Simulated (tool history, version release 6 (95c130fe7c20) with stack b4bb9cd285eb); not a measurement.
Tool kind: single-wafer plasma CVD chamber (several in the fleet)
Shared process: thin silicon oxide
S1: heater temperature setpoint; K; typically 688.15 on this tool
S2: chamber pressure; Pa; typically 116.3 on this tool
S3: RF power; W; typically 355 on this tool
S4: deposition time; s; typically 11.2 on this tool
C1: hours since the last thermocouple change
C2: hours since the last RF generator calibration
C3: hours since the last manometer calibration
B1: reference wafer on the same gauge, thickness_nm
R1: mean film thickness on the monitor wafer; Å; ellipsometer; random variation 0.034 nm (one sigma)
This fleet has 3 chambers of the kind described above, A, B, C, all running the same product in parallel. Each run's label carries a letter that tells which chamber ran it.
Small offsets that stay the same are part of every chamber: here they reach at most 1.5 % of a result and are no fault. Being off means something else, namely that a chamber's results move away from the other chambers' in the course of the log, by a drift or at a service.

| run | hour | S1 | S2 | S3 | S4 | C1 | C2 | C3 | B1 | R1 |
|---|---|---|---|---|---|---|---|---|---|---|
| 1C | 6.7 | 688.15 | 116.3 | 355 | 11.2 | 660.2 | 499.9 | 443.8 | 22.099 | 237.42 |
| 2B | 17.9 | 688.15 | 116.3 | 355 | 11.2 | 310.0 | 632.2 | 266.1 | 22.097 | 233.86 |
| 3A | 24.4 | 688.15 | 116.3 | 355 | 11.2 | 1621.9 | 673.0 | 209.8 | 22.077 | 236.14 |
| 4C | 31.1 | 688.15 | 116.3 | 355 | 11.2 | 684.6 | 524.3 | 468.2 | 22.081 | 237.05 |
| 5A | 42.0 | 688.15 | 116.3 | 355 | 11.2 | 1639.5 | 690.6 | 227.4 | 22.086 | 236.66 |
| 6B | 48.9 | 688.15 | 116.3 | 355 | 11.2 | 341.0 | 663.2 | 297.1 | 22.069 | 233.51 |
| 7B | 58.1 | 688.15 | 116.3 | 355 | 11.2 | 350.2 | 672.4 | 306.3 | 22.071 | 232.88 |
| 8C | 68.8 | 700.15 | 116.3 | 395 | 11.2 | 722.3 | 562.0 | 505.9 | 22.060 | 244.09 |
| 9A | 81.7 | 700.15 | 116.3 | 395 | 11.2 | 1679.2 | 730.3 | 267.1 | 22.060 | 243.52 |
| 10B | 90.6 | 700.15 | 116.3 | 395 | 11.2 | 382.7 | 704.9 | 338.8 | 22.046 | 240.92 |
| 11C | 105.3 | 688.15 | 116.3 | 355 | 11.2 | 758.8 | 598.5 | 542.4 | 22.038 | 236.46 |
| 12A | 114.2 | 688.15 | 116.3 | 355 | 11.2 | 1711.7 | 762.8 | 299.6 | 22.027 | 235.66 |
| 13A | 125.9 | 688.15 | 116.3 | 355 | 11.2 | 1723.4 | 774.5 | 311.3 | 22.033 | 235.84 |
| 14B | 138.5 | 688.15 | 116.3 | 355 | 11.2 | 430.6 | 752.8 | 386.7 | 22.023 | 233.51 |
| 15C | 149.5 | 688.15 | 116.3 | 355 | 11.2 | 803.0 | 642.7 | 586.6 | 22.015 | 236.37 |
| 16A | 163.6 | 688.15 | 116.3 | 355 | 11.2 | 1761.1 | 812.2 | 349.0 | 22.014 | 235.55 |
| 17B | 170.1 | 688.15 | 116.3 | 355 | 11.2 | 462.2 | 784.4 | 418.3 | 22.008 | 233.08 |
| 18C | 179.3 | 688.15 | 116.3 | 355 | 11.2 | 832.8 | 672.5 | 616.4 | 22.002 | 236.49 |
| 19B | 187.5 | 688.15 | 116.3 | 355 | 11.2 | 479.6 | 801.8 | 435.7 | 21.995 | 232.59 |
| 20A | 197.9 | 688.15 | 103.3 | 355 | 9.7 | 1795.4 | 846.5 | 383.3 | 21.988 | 182.69 |
| 21C | 211.4 | 688.15 | 103.3 | 355 | 9.7 | 864.9 | 704.6 | 648.5 | 21.983 | 184.58 |
| 22C | 222.7 | 688.15 | 103.3 | 355 | 9.7 | 876.2 | 715.9 | 659.8 | 21.977 | 184.01 |
| 23B | 229.8 | 688.15 | 116.3 | 355 | 11.2 | 521.9 | 844.1 | 478.0 | 21.982 | 232.81 |

Next, every chamber runs the same settings. What will each give?
| 24A | 240.5 | 688.15 | 116.3 | 355 | 11.2 |  |  |  |  | ? |
| 24B | 240.5 | 688.15 | 116.3 | 355 | 11.2 |  |  |  |  | ? |
| 24C | 240.5 | 688.15 | 116.3 | 355 | 11.2 |  |  |  |  | ? |

| run | R1 |
|---|---|
| 24A | 235.44 |
| 24B | 232.62 |
| 24C | 236.51 |
